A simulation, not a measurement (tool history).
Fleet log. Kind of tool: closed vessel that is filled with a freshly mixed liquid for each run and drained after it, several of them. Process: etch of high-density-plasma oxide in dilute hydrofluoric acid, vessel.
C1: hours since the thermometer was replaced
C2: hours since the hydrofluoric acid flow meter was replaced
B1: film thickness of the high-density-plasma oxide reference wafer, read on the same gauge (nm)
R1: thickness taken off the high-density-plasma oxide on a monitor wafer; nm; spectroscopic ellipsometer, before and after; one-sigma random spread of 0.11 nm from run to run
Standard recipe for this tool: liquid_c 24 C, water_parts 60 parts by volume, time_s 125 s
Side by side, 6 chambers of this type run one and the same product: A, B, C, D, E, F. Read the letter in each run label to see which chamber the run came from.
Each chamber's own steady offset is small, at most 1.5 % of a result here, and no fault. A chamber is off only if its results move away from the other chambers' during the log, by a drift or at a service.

Run 1B, hour 9.9: usual settings; C1 981.5; C2 345.8; B1 130. Result: R1 11.339 nm.
Run 2F, hour 17.9: usual settings; C1 208.8; C2 439.7; B1 130.01. Result: R1 11.148 nm.
Run 3E, hour 26.8: usual settings; C1 1756.2; C2 362.3; B1 129.97. Result: R1 11.044 nm.
Run 4C, hour 32.1: usual settings; C1 674.2; C2 186.9; B1 130. Result: R1 11.396 nm.
Run 5A, hour 43: usual settings; C1 1633.9; C2 424.3; B1 130.01. Result: R1 11.366 nm.
Run 6D, hour 51.1: usual settings; C1 195.9; C2 369; B1 129.96. Result: R1 11.359 nm.
Run 7E, hour 60.3: usual settings but liquid_c 22 C; C1 1789.7; C2 395.8; B1 130.01. Result: R1 10.227 nm.
Run 8A, hour 68: usual settings but liquid_c 22 C; C1 1658.9; C2 449.3; B1 130.02. Result: R1 10.59 nm.
Run 9C, hour 79.4: usual settings but liquid_c 22 C; C1 721.5; C2 234.2; B1 129.99. Result: R1 10.303 nm.
Run 10F, hour 87: usual settings but liquid_c 22 C; C1 277.9; C2 508.8; B1 129.97. Result: R1 10.302 nm.
Run 11B, hour 96.8: usual settings but liquid_c 22 C; C1 1068.4; C2 432.7; B1 130.05. Result: R1 10.339 nm.
Run 12D, hour 104.7: usual settings but liquid_c 22 C; C1 249.5; C2 422.6; B1 130.04. Result: R1 10.235 nm.
Run 13B, hour 113.4: usual settings but liquid_c 26 C, time_s 160 s; C1 1085; C2 449.3; B1 130.02. Result: R1 15.344 nm.
Run 14C, hour 121.3: usual settings but liquid_c 26 C, time_s 160 s; C1 763.4; C2 276.1; B1 129.95. Result: R1 15.745 nm.
Run 15A, hour 132.7: usual settings but liquid_c 26 C, time_s 160 s; C1 1723.6; C2 514; B1 129.94. Result: R1 15.978 nm.
Run 16E, hour 142.5: usual settings but liquid_c 26 C, time_s 160 s; C1 1871.9; C2 478; B1 129.96. Result: R1 15.61 nm.
Run 17F, hour 149.1: usual settings but liquid_c 26 C, time_s 160 s; C1 340; C2 570.9; B1 130.06. Result: R1 15.409 nm.
At hour 155.8: chamber E: hydrofluoric acid flow meter replaced.
Run 18D, hour 159.6: usual settings but liquid_c 26 C, time_s 160 s; C1 304.4; C2 477.5; B1 130. Result: R1 15.527 nm.
Run 19A, hour 165.3: usual settings; C1 1756.2; C2 546.6; B1 130.03. Result: R1 11.439 nm.
Run 20E, hour 172.6: usual settings; C1 1902; C2 16.8; B1 130.01. Result: R1 11.133 nm.
Run 21B, hour 180: usual settings; C1 1151.6; C2 515.9; B1 130.01. Result: R1 11.102 nm.
Run 22F, hour 186.3: usual settings but time_s 165 s; C1 377.2; C2 608.1; B1 130. Result: R1 14.498 nm.
Run 23D, hour 197.3: usual settings but time_s 165 s; C1 342.1; C2 515.2; B1 129.98. Result: R1 14.841 nm.
Run 24C, hour 205: usual settings but time_s 165 s; C1 847.1; C2 359.8; B1 130.03. Result: R1 14.845 nm.
Run 25B, hour 214.5: usual settings but time_s 165 s; C1 1186.1; C2 550.4; B1 130.01. Result: R1 14.81 nm.
Run 26F, hour 220.1: usual settings but time_s 165 s; C1 411; C2 641.9; B1 130.05. Result: R1 14.707 nm.
At hour 223.8: chamber C: thermometer replaced.
Run 27A, hour 228.8: usual settings but time_s 165 s; C1 1819.7; C2 610.1; B1 129.98. Result: R1 14.861 nm.
Run 28D, hour 240.8: usual settings; C1 385.6; C2 558.7; B1 129.96. Result: R1 11.341 nm.
Run 29E, hour 249.4: usual settings but liquid_c 20.5 C; C1 1978.8; C2 93.6; B1 130. Result: R1 9.5707 nm.
Run 30C, hour 255: usual settings but liquid_c 20.5 C; C1 31.3; C2 409.8; B1 130.03. Result: R1 9.7974 nm.
Run 31A, hour 261.4: usual settings but liquid_c 20.5 C; C1 1852.3; C2 642.7; B1 130. Result: R1 9.7846 nm.
Run 32F, hour 269.2: usual settings but liquid_c 20.5 C; C1 460.1; C2 691; B1 130.02. Result: R1 9.6277 nm.
Run 33D, hour 276.2: usual settings but liquid_c 20.5 C; C1 421; C2 594.1; B1 130.02. Result: R1 9.8294 nm.
Run 34C, hour 287.5: usual settings but liquid_c 20.5 C; C1 63.8; C2 442.3; B1 129.98. Result: R1 9.7837 nm.
Run 35E, hour 298.5: usual settings; C1 2027.9; C2 142.7; B1 130.04. Result: R1 11.383 nm.
Run 36B, hour 307.2: usual settings; C1 1278.8; C2 643.1; B1 130.03. Result: R1 11.268 nm.
Run 37D, hour 318.8: usual settings; C1 463.6; C2 636.7; B1 129.97. Result: R1 11.282 nm.
Run 38C, hour 325.6: usual settings; C1 101.9; C2 480.4; B1 130.04. Result: R1 11.214 nm.
Run 39E, hour 332.9: usual settings; C1 2062.3; C2 177.1; B1 130.02. Result: R1 11.077 nm.
Run 40F, hour 341.6: usual settings but liquid_c 22 C; C1 532.5; C2 763.4; B1 129.99. Result: R1 10.305 nm.
Run 41A, hour 349.6: usual settings but liquid_c 22 C; C1 1940.5; C2 730.9; B1 129.97. Result: R1 10.59 nm.
Run 42B, hour 354.8: usual settings but liquid_c 22 C; C1 1326.4; C2 690.7; B1 130.02. Result: R1 10.232 nm.

One chamber off, gauge drift, or nothing amiss beyond the chambers' own small offsets? If it is a chamber, which one, and what is the likeliest cause?

Neither any chamber nor the gauge drifts; the chambers differ only by their own small, steady offsets.
